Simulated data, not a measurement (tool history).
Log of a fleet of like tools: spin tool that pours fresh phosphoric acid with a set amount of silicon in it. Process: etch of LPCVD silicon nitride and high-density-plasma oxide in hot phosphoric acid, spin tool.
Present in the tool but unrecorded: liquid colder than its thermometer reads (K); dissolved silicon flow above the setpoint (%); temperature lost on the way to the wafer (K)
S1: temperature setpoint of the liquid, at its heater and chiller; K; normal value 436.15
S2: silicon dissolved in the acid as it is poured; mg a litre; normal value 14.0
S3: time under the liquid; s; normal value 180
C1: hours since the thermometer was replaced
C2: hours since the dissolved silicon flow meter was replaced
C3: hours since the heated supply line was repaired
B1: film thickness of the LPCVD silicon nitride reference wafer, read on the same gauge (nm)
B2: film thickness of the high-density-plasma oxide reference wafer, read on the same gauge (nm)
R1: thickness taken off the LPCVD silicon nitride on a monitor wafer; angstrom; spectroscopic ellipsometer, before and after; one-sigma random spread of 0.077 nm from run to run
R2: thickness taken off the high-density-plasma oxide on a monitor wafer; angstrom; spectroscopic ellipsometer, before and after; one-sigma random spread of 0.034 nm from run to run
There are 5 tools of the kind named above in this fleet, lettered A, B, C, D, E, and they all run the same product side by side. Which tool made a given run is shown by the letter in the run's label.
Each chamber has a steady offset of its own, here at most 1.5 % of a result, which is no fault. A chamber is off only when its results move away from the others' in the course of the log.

run	hour	S1	S2	S3	C1	C2	C3	B1	B2	R1	R2
1B	6.1	436.15	14.0	180	1520.0	79.8	568.8	130.01	60.021	191.26	10.7220
2D	14.9	436.15	14.0	180	1075.7	882.9	810.2	130.01	60.030	192.60	10.5590
3E	25.1	436.15	14.0	180	617.5	712.7	126.7	129.99	60.029	191.38	10.6860
4C	36.9	436.15	14.0	180	185.8	1515.0	2332.8	129.99	59.981	190.40	10.1410
5A	46.7	436.15	14.0	180	1018.8	718.5	1895.6	130.02	59.970	189.11	10.0540
6C	59.5	436.15	14.0	180	208.4	1537.6	2355.4	129.97	60.025	188.69	10.4670
7A	72.0	436.15	14.0	180	1044.1	743.8	1920.9	129.96	59.946	189.24	9.9522
8B	79.2	436.15	14.0	180	1593.1	152.9	641.9	130.01	60.035	189.96	9.6233
9D	85.9	436.15	14.0	180	1146.7	953.9	881.2	130.00	60.011	192.84	9.9781
10E	93.2	436.15	14.0	180	685.6	780.8	194.8	129.97	60.000	191.00	10.4740
11E	103.8	436.15	14.0	180	696.2	791.4	205.4	129.98	59.975	190.88	10.0170
12B	112.2	437.65	14.0	145	1626.1	185.9	674.9	129.97	60.009	161.29	9.6722
13A	123.7	437.65	14.0	145	1095.8	795.5	1972.6	130.00	59.963	159.37	9.3275
14D	132.8	437.65	14.0	145	1193.6	1000.8	928.1	130.02	60.015	162.40	9.6207
15C	144.5	437.65	14.0	145	293.4	1622.6	2440.4	130.00	59.967	159.67	9.2307
16B	156.4	437.65	14.0	145	1670.3	230.1	719.1	130.01	59.968	161.00	8.8239
# hour 160.2: chamber C: heated supply line repaired
17A	168.3	436.15	14.0	180	1140.4	840.1	2017.2	129.98	59.996	189.01	9.7390
# hour 169.8: chamber E: dissolved silicon flow meter replaced
18E	174.6	436.15	14.0	180	767.0	4.8	276.2	129.99	59.984	191.42	9.9757
19C	187.2	436.15	24.0	180	336.1	1665.3	27.0	130.01	59.965	188.83	8.0430
20D	194.3	436.15	24.0	180	1255.1	1062.3	989.6	129.98	59.972	191.59	7.5859
21B	205.8	436.15	24.0	180	1719.7	279.5	768.5	130.01	60.001	189.52	7.9623
22C	214.9	436.15	24.0	180	363.8	1693.0	54.7	130.02	60.029	189.09	7.9418
23E	224.2	436.15	24.0	180	816.6	54.4	325.8	130.00	60.008	192.84	7.5686
24D	236.6	436.15	14.0	180	1297.4	1104.6	1031.9	129.99	59.979	193.45	10.5900
25A	245.4	437.65	14.0	180	1217.5	917.2	2094.3	130.00	60.011	197.83	11.2220
26B	252.6	437.65	14.0	180	1766.5	326.3	815.3	129.95	59.989	200.41	11.1980
27D	259.7	437.65	14.0	180	1320.5	1127.7	1055.0	130.03	59.968	200.80	11.3320
28E	270.9	437.65	14.0	180	863.3	101.1	372.5	129.99	60.035	199.84	11.0450
29A	282.0	437.65	14.0	180	1254.1	953.8	2130.9	130.04	59.964	197.38	11.0070
30C	294.0	436.15	14.0	180	442.9	1772.1	133.8	130.03	60.043	190.24	10.6930
# hour 298.8: chamber D: thermometer replaced
31A	306.6	436.15	14.0	180	1278.7	978.4	2155.5	129.98	60.029	189.56	10.4360
32C	316.0	436.15	14.0	180	464.9	1794.1	155.8	129.96	59.970	188.57	9.7417
33B	322.8	436.15	14.0	180	1836.7	396.5	885.5	129.99	60.006	192.17	9.7348
34E	331.3	436.15	21.5	180	923.7	161.5	432.9	129.99	60.066	190.71	8.5262
35D	343.2	436.15	21.5	180	44.5	1211.2	1138.5	130.00	60.077	192.96	8.9291
36C	349.4	436.15	21.5	180	498.3	1827.5	189.2	130.01	60.000	189.83	8.4925
37A	362.1	436.15	21.5	180	1334.2	1033.9	2211.0	129.99	59.998	189.22	8.3781
38B	367.7	436.15	21.5	180	1881.6	441.4	930.4	129.98	60.031	189.09	8.4626

Each of the 5 chambers runs these same settings next. Fill in every chamber's results:
39A	376.9	436.15	22.0	180						?	?
39B	376.9	436.15	22.0	180						?	?
39C	376.9	436.15	22.0	180						?	?
39D	376.9	436.15	22.0	180						?	?
39E	376.9	436.15	22.0	180						?	?

run	R1	R2
39A	188.53	7.8791
39B	191.25	8.4424
39C	188.88	8.7132
39D	191.38	8.9043
39E	191.53	8.1168

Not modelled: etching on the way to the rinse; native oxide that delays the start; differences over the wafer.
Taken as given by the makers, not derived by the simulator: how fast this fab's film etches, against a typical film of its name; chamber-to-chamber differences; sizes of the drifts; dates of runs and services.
